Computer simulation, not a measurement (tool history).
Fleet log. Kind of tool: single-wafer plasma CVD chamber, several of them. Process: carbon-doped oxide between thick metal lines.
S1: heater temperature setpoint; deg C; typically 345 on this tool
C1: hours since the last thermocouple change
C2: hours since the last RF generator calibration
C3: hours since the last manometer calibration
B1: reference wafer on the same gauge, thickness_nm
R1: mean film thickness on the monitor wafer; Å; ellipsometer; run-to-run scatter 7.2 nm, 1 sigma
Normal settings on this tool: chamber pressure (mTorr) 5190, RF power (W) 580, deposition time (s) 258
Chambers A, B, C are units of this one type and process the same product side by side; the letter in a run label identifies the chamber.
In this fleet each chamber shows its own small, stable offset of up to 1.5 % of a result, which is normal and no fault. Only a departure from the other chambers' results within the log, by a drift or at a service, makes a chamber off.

Run 1B, hour 5.6: usual settings; C1 784; C2 754; C3 670.1; B1 1389.5. Result: R1 14142 Å.
Run 2A, hour 10.4: usual settings; C1 1330.6; C2 966.4; C3 509.2; B1 1388.1. Result: R1 14549 Å.
Run 3C, hour 14.9: usual settings; C1 2070.4; C2 407.1; C3 1292.6; B1 1389.8. Result: R1 14306 Å.
Run 4A, hour 18.5: usual settings; C1 1338.7; C2 974.5; C3 517.3; B1 1389.3. Result: R1 14542 Å.
Run 5C, hour 22.2: usual settings; C1 2077.7; C2 414.4; C3 1299.9; B1 1390.6. Result: R1 14413 Å.
Run 6B, hour 26.2: usual settings; C1 804.6; C2 774.6; C3 690.7; B1 1390.2. Result: R1 14252 Å.
Run 7C, hour 31.4: usual settings; C1 2086.9; C2 423.6; C3 1309.1; B1 1389. Result: R1 14478 Å.
Run 8A, hour 35: usual settings but chamber pressure (mTorr) 4490, RF power (W) 660; C1 1355.2; C2 991; C3 533.8; B1 1389.9. Result: R1 15325 Å.
Run 9B, hour 40: usual settings but chamber pressure (mTorr) 4490, RF power (W) 660; C1 818.4; C2 788.4; C3 704.5; B1 1389.5. Result: R1 15134 Å.
Run 10C, hour 44.4: usual settings but chamber pressure (mTorr) 4490, RF power (W) 660; C1 2099.9; C2 436.6; C3 1322.1; B1 1388.8. Result: R1 15280 Å.
Run 11A, hour 47.8: usual settings; C1 1368; C2 1003.8; C3 546.6; B1 1390.7. Result: R1 14534 Å.
Run 12B, hour 53.8: usual settings; C1 832.2; C2 802.2; C3 718.3; B1 1388.6. Result: R1 14202 Å.
Run 13B, hour 58.7: usual settings; C1 837.1; C2 807.1; C3 723.2; B1 1390.3. Result: R1 14309 Å.
Run 14C, hour 61.8: usual settings; C1 2117.3; C2 454; C3 1339.5; B1 1390.2. Result: R1 14413 Å.
Run 15A, hour 68.1: usual settings; C1 1388.3; C2 1024.1; C3 566.9; B1 1389. Result: R1 14580 Å.
Run 16A, hour 73.7: usual settings; C1 1393.9; C2 1029.7; C3 572.5; B1 1389.2. Result: R1 14544 Å.
Run 17B, hour 78.6: usual settings; C1 857; C2 827; C3 743.1; B1 1391.4. Result: R1 14130 Å.
Run 18C, hour 83.2: usual settings; C1 2138.7; C2 475.4; C3 1360.9; B1 1388.5. Result: R1 14455 Å.
Run 19C, hour 87.7: usual settings; C1 2143.2; C2 479.9; C3 1365.4; B1 1390.2. Result: R1 14135 Å.
Run 20B, hour 92.2: usual settings; C1 870.6; C2 840.6; C3 756.7; B1 1390.1. Result: R1 14233 Å.
Run 21A, hour 96.9: usual settings; C1 1417.1; C2 1052.9; C3 595.7; B1 1391.1. Result: R1 14611 Å.
Run 22C, hour 100.8: usual settings but S1 357 deg C, deposition time (s) 230; C1 2156.3; C2 493; C3 1378.5; B1 1389.8. Result: R1 12226 Å.
Run 23A, hour 105.7: usual settings but S1 357 deg C, deposition time (s) 230; C1 1425.9; C2 1061.7; C3 604.5; B1 1389.1. Result: R1 12592 Å.
Run 24B, hour 110.6: usual settings but S1 357 deg C, deposition time (s) 230; C1 889; C2 859; C3 775.1; B1 1390.2. Result: R1 12338 Å.
Run 25B, hour 116.8: usual settings; C1 895.2; C2 865.2; C3 781.3; B1 1390.2. Result: R1 14122 Å.
Run 26A, hour 120.7: usual settings; C1 1440.9; C2 1076.7; C3 619.5; B1 1388.3. Result: R1 14578 Å.
Run 27C, hour 125: usual settings but S1 333 deg C, deposition time (s) 228; C1 2180.5; C2 517.2; C3 1402.7; B1 1391.6. Result: R1 12903 Å.
Run 28B, hour 130.5: usual settings but S1 333 deg C, deposition time (s) 228; C1 908.9; C2 878.9; C3 795; B1 1391.6. Result: R1 12949 Å.
Run 29A, hour 136.9: usual settings but S1 333 deg C, deposition time (s) 228; C1 1457.1; C2 1092.9; C3 635.7; B1 1389.5. Result: R1 13378 Å.
Run 30C, hour 140.8: usual settings; C1 2196.3; C2 533; C3 1418.5; B1 1388.4. Result: R1 14039 Å.
Run 31B, hour 144.7: usual settings; C1 923.1; C2 893.1; C3 809.2; B1 1390.9. Result: R1 14240 Å.
Run 32A, hour 150.7: usual settings; C1 1470.9; C2 1106.7; C3 649.5; B1 1390.6. Result: R1 14583 Å.
Run 33C, hour 154: usual settings; C1 2209.5; C2 546.2; C3 1431.7; B1 1390.5. Result: R1 14005 Å.
At hour 155.1: chamber C: capacitance manometer re-zeroed and calibrated.
Run 34A, hour 157.6: usual settings; C1 1477.8; C2 1113.6; C3 656.4; B1 1390.3. Result: R1 14567 Å.
Run 35C, hour 163.8: usual settings; C1 2219.3; C2 556; C3 8.7; B1 1390.4. Result: R1 13883 Å.
Run 36B, hour 167: usual settings; C1 945.4; C2 915.4; C3 831.5; B1 1389.3. Result: R1 14314 Å.
Run 37A, hour 172.9: usual settings; C1 1493.1; C2 1128.9; C3 671.7; B1 1389.5. Result: R1 14680 Å.
Run 38C, hour 178.6: usual settings; C1 2234.1; C2 570.8; C3 23.5; B1 1388.9. Result: R1 13812 Å.
Run 39B, hour 181.9: usual settings; C1 960.3; C2 930.3; C3 846.4; B1 1388.8. Result: R1 14213 Å.
Run 40B, hour 186.4: usual settings; C1 964.8; C2 934.8; C3 850.9; B1 1391.3. Result: R1 14254 Å.

Is one chamber off against the others, does the gauge drift, or is nothing wrong? If a chamber is off, say which, and what the likeliest cause is.

It is chamber C that slowly wanders off from its peers.
Most likely cause: delivered RF power below the setpoint (%) = 8.1.

Which of the 4 candidates below, each the usual settings with something changed and its results left as question marks, puts chamber C back in line with what the other chambers give on the usual settings?
In-line tolerance around the mean of the other chambers on the usual settings: R1 250 Å
Run 41C-1, hour 191: usual settings but chamber pressure (mTorr) 5050, RF power (W) 540. Result: R1 ?.
Run 41C-2, hour 191: usual settings but S1 339 deg C. Result: R1 ?.
Run 41C-3, hour 191: usual settings but chamber pressure (mTorr) 5230, RF power (W) 590, deposition time (s) 266. Result: R1 ?.
Run 41C-4, hour 191: usual settings but chamber pressure (mTorr) 4650. Result: R1 ?.

Other chambers, usual settings, mean: R1 14387 Å
  run     R1
41C-1  13090
41C-2  13977
41C-3  14343
41C-4  13517
41C-3 is the one that brings the chamber's results back in line with the other chambers.
